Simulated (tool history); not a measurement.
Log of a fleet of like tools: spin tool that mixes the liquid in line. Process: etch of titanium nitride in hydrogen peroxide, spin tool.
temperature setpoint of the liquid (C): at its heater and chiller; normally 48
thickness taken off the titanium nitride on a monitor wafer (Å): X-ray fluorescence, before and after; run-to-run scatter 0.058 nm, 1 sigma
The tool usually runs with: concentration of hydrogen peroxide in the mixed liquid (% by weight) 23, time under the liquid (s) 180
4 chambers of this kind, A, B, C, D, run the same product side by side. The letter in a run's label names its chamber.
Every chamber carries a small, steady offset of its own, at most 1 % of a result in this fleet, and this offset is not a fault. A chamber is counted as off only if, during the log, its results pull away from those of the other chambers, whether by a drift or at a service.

| run | hour | temperature setpoint of the liquid (C) | concentration of hydrogen peroxide in the mixed liquid (% by weight) | time under the liquid (s) | hours since the thermometer was replaced | hours since the peroxide flow meter was replaced | hours since the heated supply line was repaired | hours since the drum of peroxide was connected | read-back film thickness of the titanium nitride reference wafer, read on the same gauge (nm) | thickness taken off the titanium nitride on a monitor wafer (Å) |
|---|---|---|---|---|---|---|---|---|---|---|
| 1A | 8.7 | 48 | 23 | 180 | 50.4 | 891.5 | 1674.6 | 216.7 | 90.019 | 66.053 |
| 2B | 12.6 | 48 | 23 | 180 | 1590.3 | 511.4 | 3099.7 | 924.6 | 90.009 | 68.292 |
| 3D | 18.3 | 48 | 23 | 180 | 1686.8 | 1177.8 | 1527.3 | 810.1 | 89.995 | 67.672 |
| 4C | 26 | 48 | 23 | 180 | 1350.9 | 895.6 | 1883.2 | 161.1 | 90.024 | 67.443 |
| 5D | 31.1 | 48 | 26.5 | 100 | 1699.6 | 1190.6 | 1540.1 | 822.9 | 89.991 | 38.962 |
| 6A | 38.5 | 48 | 26.5 | 100 | 80.2 | 921.3 | 1704.4 | 246.5 | 89.995 | 38.355 |
| 7C | 43.4 | 48 | 26.5 | 100 | 1368.3 | 913 | 1900.6 | 178.5 | 89.995 | 38.689 |
| 8B | 51.5 | 48 | 26.5 | 100 | 1629.2 | 550.3 | 3138.6 | 963.5 | 89.97 | 39.32 |
| 9B | 56.9 | 48 | 23 | 180 | 1634.6 | 555.7 | 3144 | 968.9 | 90.011 | 69.154 |
| 10C | 63.1 | 48 | 20.5 | 275 | 1388 | 932.7 | 1920.3 | 198.2 | 89.996 | 101.45 |
| 11A | 67.7 | 48 | 20.5 | 275 | 109.4 | 950.5 | 1733.6 | 275.7 | 89.991 | 100.67 |
| 12D | 71.5 | 48 | 20.5 | 275 | 1740 | 1231 | 1580.5 | 863.3 | 90.032 | 98.864 |
| 13D | 78.7 | 48 | 20.5 | 275 | 1747.2 | 1238.2 | 1587.7 | 870.5 | 89.988 | 102.34 |
| 14A | 84.3 | 48 | 23 | 180 | 126 | 967.1 | 1750.2 | 292.3 | 90.006 | 66.207 |
|  | 89.8 | chamber B: thermometer replaced |
| 15C | 91.7 | 43 | 23 | 140 | 1416.6 | 961.3 | 1948.9 | 226.8 | 89.983 | 35.801 |
| 16B | 95.7 | 43 | 23 | 140 | 6 | 594.5 | 3182.8 | 1007.7 | 90.01 | 36.636 |
| 17B | 102.6 | 43 | 23 | 140 | 12.9 | 601.4 | 3189.7 | 1014.6 | 90.011 | 36.568 |
| 18A | 110.6 | 43 | 23 | 140 | 152.3 | 993.4 | 1776.5 | 318.6 | 90.002 | 36.232 |
| 19D | 115.5 | 48 | 23 | 180 | 1784 | 1275 | 1624.5 | 907.3 | 90.004 | 67.668 |
| 20C | 123.9 | 48 | 23 | 180 | 1448.8 | 993.5 | 1981.1 | 259 | 90.002 | 66.928 |
| 21C | 132 | 48 | 23 | 180 | 1456.9 | 1001.6 | 1989.2 | 267.1 | 89.967 | 66.191 |
| 22B | 139.9 | 48 | 23 | 180 | 50.2 | 638.7 | 3227 | 1051.9 | 89.973 | 68.613 |
| 23D | 146 | 48 | 23 | 180 | 1814.5 | 1305.5 | 1655 | 937.8 | 90.006 | 67.969 |
| 24A | 150.8 | 48 | 23 | 180 | 192.5 | 1033.6 | 1816.7 | 358.8 | 90.034 | 65.811 |
| 25D | 156.8 | 48 | 23 | 180 | 1825.3 | 1316.3 | 1665.8 | 948.6 | 89.981 | 67.036 |
| 26C | 161 | 48 | 23 | 180 | 1485.9 | 1030.6 | 2018.2 | 296.1 | 89.998 | 65.01 |
| 27A | 165.7 | 48 | 23 | 180 | 207.4 | 1048.5 | 1831.6 | 373.7 | 89.978 | 66.7 |
| 28B | 172.6 | 48 | 23 | 180 | 82.9 | 671.4 | 3259.7 | 1084.6 | 90.03 | 68.473 |
| 29C | 180 | 48 | 23 | 180 | 1504.9 | 1049.6 | 2037.2 | 315.1 | 90.01 | 64.936 |
| 30B | 184.7 | 48 | 23 | 180 | 95 | 683.5 | 3271.8 | 1096.7 | 89.998 | 68.643 |
| 31D | 189.2 | 48 | 23 | 180 | 1857.7 | 1348.7 | 1698.2 | 981 | 89.991 | 68.068 |
| 32A | 196.1 | 48 | 23 | 180 | 237.8 | 1078.9 | 1862 | 404.1 | 89.996 | 67.066 |
| 33C | 200.5 | 54 | 23 | 180 | 1525.4 | 1070.1 | 2057.7 | 335.6 | 89.988 | 98.845 |
| 34A | 207.2 | 54 | 23 | 180 | 248.9 | 1090 | 1873.1 | 415.2 | 89.971 | 102.36 |
| 35D | 211.8 | 54 | 23 | 180 | 1880.3 | 1371.3 | 1720.8 | 1003.6 | 90.002 | 103.35 |
| 36B | 217.4 | 54 | 23 | 180 | 127.7 | 716.2 | 3304.5 | 1129.4 | 89.987 | 103.56 |
| 37D | 226 | 48 | 23 | 180 | 1894.5 | 1385.5 | 1735 | 1017.8 | 90.022 | 67.745 |
| 38B | 231 | 48 | 23 | 180 | 141.3 | 729.8 | 3318.1 | 1143 | 90.016 | 68.464 |
| 39A | 235.1 | 48 | 23 | 180 | 276.8 | 1117.9 | 1901 | 443.1 | 90.007 | 66.705 |
| 40C | 243.3 | 43.5 | 23 | 180 | 1568.2 | 1112.9 | 2100.5 | 378.4 | 89.985 | 43.688 |
| 41B | 250.1 | 43.5 | 23 | 180 | 160.4 | 748.9 | 3337.2 | 1162.1 | 90.017 | 48.767 |
| 42C | 257.6 | 43.5 | 23 | 180 | 1582.5 | 1127.2 | 2114.8 | 392.7 | 90.023 | 44.283 |
| 43D | 264.7 | 43.5 | 23 | 180 | 1933.2 | 1424.2 | 1773.7 | 1056.5 | 90.022 | 48.996 |

Decide between three cases: one chamber stands off from its peers, the gauge reading all wafers drifts, or nothing is wrong past each chamber's small offset. Where a chamber is off, say which and what most likely put it there.

One chamber, C, drifts off from the rest bit by bit.
Most likely cause: liquid colder than its thermometer reads (K) = 1.48.
It could be hard to tell apart here from: temperature lost on the way to the wafer (K).

Chamber C could run next with any of the 4 candidate recipes listed below; each alters the usual settings, and their results appear as question marks. Which one brings its results back in line with what the other chambers deliver on the usual settings?
To be in line, a result may differ from the other chambers' mean on the usual settings by at most: thickness taken off the titanium nitride on a monitor wafer (Å) 2
| 44C-1 | 270.9 | 48 | 23 | 200 |  |  |  |  |  | ? |
| 44C-2 | 270.9 | 48.5 | 23 | 180 |  |  |  |  |  | ? |
| 44C-3 | 270.9 | 46.5 | 23 | 180 |  |  |  |  |  | ? |
| 44C-4 | 270.9 | 48 | 18 | 180 |  |  |  |  |  | ? |

On the usual settings, the other chambers give on average: thickness taken off the titanium nitride on a monitor wafer (Å) 67.592
| run | thickness taken off the titanium nitride on a monitor wafer (Å) |
|---|---|
| 44C-1 | 67.294 |
| 44C-2 | 62.838 |
| 44C-3 | 54.148 |
| 44C-4 | 57.489 |
With 44C-1, the chamber falls back in line with the rest.

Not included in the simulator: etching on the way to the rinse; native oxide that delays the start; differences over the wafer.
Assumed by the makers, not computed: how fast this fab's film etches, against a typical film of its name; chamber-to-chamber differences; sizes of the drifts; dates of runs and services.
